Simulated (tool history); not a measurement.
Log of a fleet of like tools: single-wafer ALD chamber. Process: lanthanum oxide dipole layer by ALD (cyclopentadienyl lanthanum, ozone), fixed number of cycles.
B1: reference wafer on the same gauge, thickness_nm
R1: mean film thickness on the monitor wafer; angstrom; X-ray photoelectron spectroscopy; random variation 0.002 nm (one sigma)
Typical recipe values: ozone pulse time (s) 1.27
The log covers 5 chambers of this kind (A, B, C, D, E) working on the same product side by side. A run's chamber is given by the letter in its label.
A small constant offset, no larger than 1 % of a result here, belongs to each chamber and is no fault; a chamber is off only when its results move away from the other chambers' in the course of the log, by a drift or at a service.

{"run": "1E", "hour": 14.1, "ozone pulse time (s)": 1.27, "B1": 0.48787, "R1": 5.3009}
{"hour": 20.2, "done": "chamber A: thermocouple changed; heater temperature recalibrated"}
{"run": "2C", "hour": 24.8, "ozone pulse time (s)": 1.27, "B1": 0.4876, "R1": 5.2996}
{"run": "3A", "hour": 40.5, "ozone pulse time (s)": 1.27, "B1": 0.48747, "R1": 5.3322}
{"run": "4D", "hour": 49.8, "ozone pulse time (s)": 1.27, "B1": 0.48771, "R1": 5.3599}
{"run": "5B", "hour": 57.0, "ozone pulse time (s)": 1.55, "B1": 0.48814, "R1": 5.528}
{"run": "6D", "hour": 64.2, "ozone pulse time (s)": 1.55, "B1": 0.48818, "R1": 5.587}
{"run": "7B", "hour": 73.0, "ozone pulse time (s)": 1.55, "B1": 0.48806, "R1": 5.5376}
{"run": "8C", "hour": 84.0, "ozone pulse time (s)": 1.55, "B1": 0.48823, "R1": 5.5014}
{"run": "9A", "hour": 92.1, "ozone pulse time (s)": 1.55, "B1": 0.48807, "R1": 5.5057}
{"run": "10E", "hour": 107.3, "ozone pulse time (s)": 1.27, "B1": 0.48786, "R1": 5.3654}
{"run": "11C", "hour": 118.9, "ozone pulse time (s)": 1.27, "B1": 0.48803, "R1": 5.3081}
{"run": "12A", "hour": 130.6, "ozone pulse time (s)": 1.27, "B1": 0.48845, "R1": 5.3211}
{"run": "13B", "hour": 137.5, "ozone pulse time (s)": 1.27, "B1": 0.4881, "R1": 5.3196}
{"run": "14D", "hour": 151.9, "ozone pulse time (s)": 1.27, "B1": 0.48766, "R1": 5.4092}
{"run": "15E", "hour": 160.6, "ozone pulse time (s)": 1.27, "B1": 0.48816, "R1": 5.3243}
{"run": "16A", "hour": 175.6, "ozone pulse time (s)": 1.27, "B1": 0.48807, "R1": 5.34}
{"run": "17E", "hour": 185.9, "ozone pulse time (s)": 1.27, "B1": 0.48798, "R1": 5.3089}
{"hour": 195.2, "done": "chamber D: ozone generator serviced"}
{"run": "18C", "hour": 195.2, "ozone pulse time (s)": 1.27, "B1": 0.48799, "R1": 5.2927}
{"hour": 203.9, "done": "chamber E: thermocouple changed; heater temperature recalibrated"}
{"run": "19D", "hour": 207.0, "ozone pulse time (s)": 1.27, "B1": 0.48794, "R1": 5.3895}
{"run": "20B", "hour": 222.7, "ozone pulse time (s)": 1.27, "B1": 0.48737, "R1": 5.3141}
{"run": "21E", "hour": 236.6, "ozone pulse time (s)": 1.27, "B1": 0.48824, "R1": 5.3281}
{"run": "22C", "hour": 248.9, "ozone pulse time (s)": 1.27, "B1": 0.48781, "R1": 5.3275}
{"run": "23B", "hour": 257.0, "ozone pulse time (s)": 1.27, "B1": 0.48754, "R1": 5.3332}
{"run": "24D", "hour": 263.8, "ozone pulse time (s)": 1.27, "B1": 0.48772, "R1": 5.4143}
{"run": "25A", "hour": 277.8, "ozone pulse time (s)": 1.73, "B1": 0.48744, "R1": 5.5951}
{"run": "26B", "hour": 290.1, "ozone pulse time (s)": 1.73, "B1": 0.48802, "R1": 5.5925}
{"run": "27A", "hour": 304.7, "ozone pulse time (s)": 1.73, "B1": 0.48766, "R1": 5.6058}
{"run": "28C", "hour": 317.7, "ozone pulse time (s)": 1.73, "B1": 0.48763, "R1": 5.5838}
{"run": "29E", "hour": 332.7, "ozone pulse time (s)": 1.73, "B1": 0.48807, "R1": 5.5388}
{"run": "30D", "hour": 344.0, "ozone pulse time (s)": 1.27, "B1": 0.48781, "R1": 5.397}
{"run": "31C", "hour": 358.5, "ozone pulse time (s)": 1.27, "B1": 0.48809, "R1": 5.3058}
{"run": "32B", "hour": 373.7, "ozone pulse time (s)": 1.52, "B1": 0.4881, "R1": 5.4853}
{"run": "33A", "hour": 384.3, "ozone pulse time (s)": 1.52, "B1": 0.48775, "R1": 5.5038}
{"run": "34E", "hour": 392.9, "ozone pulse time (s)": 1.52, "B1": 0.48768, "R1": 5.4781}
{"run": "35D", "hour": 402.9, "ozone pulse time (s)": 1.52, "B1": 0.48835, "R1": 5.5935}

One chamber off, gauge drift, or nothing amiss beyond the chambers' own small offsets? If it is a chamber, which one, and what is the likeliest cause?

Neither any chamber nor the gauge drifts; the chambers differ only by their own small, steady offsets.
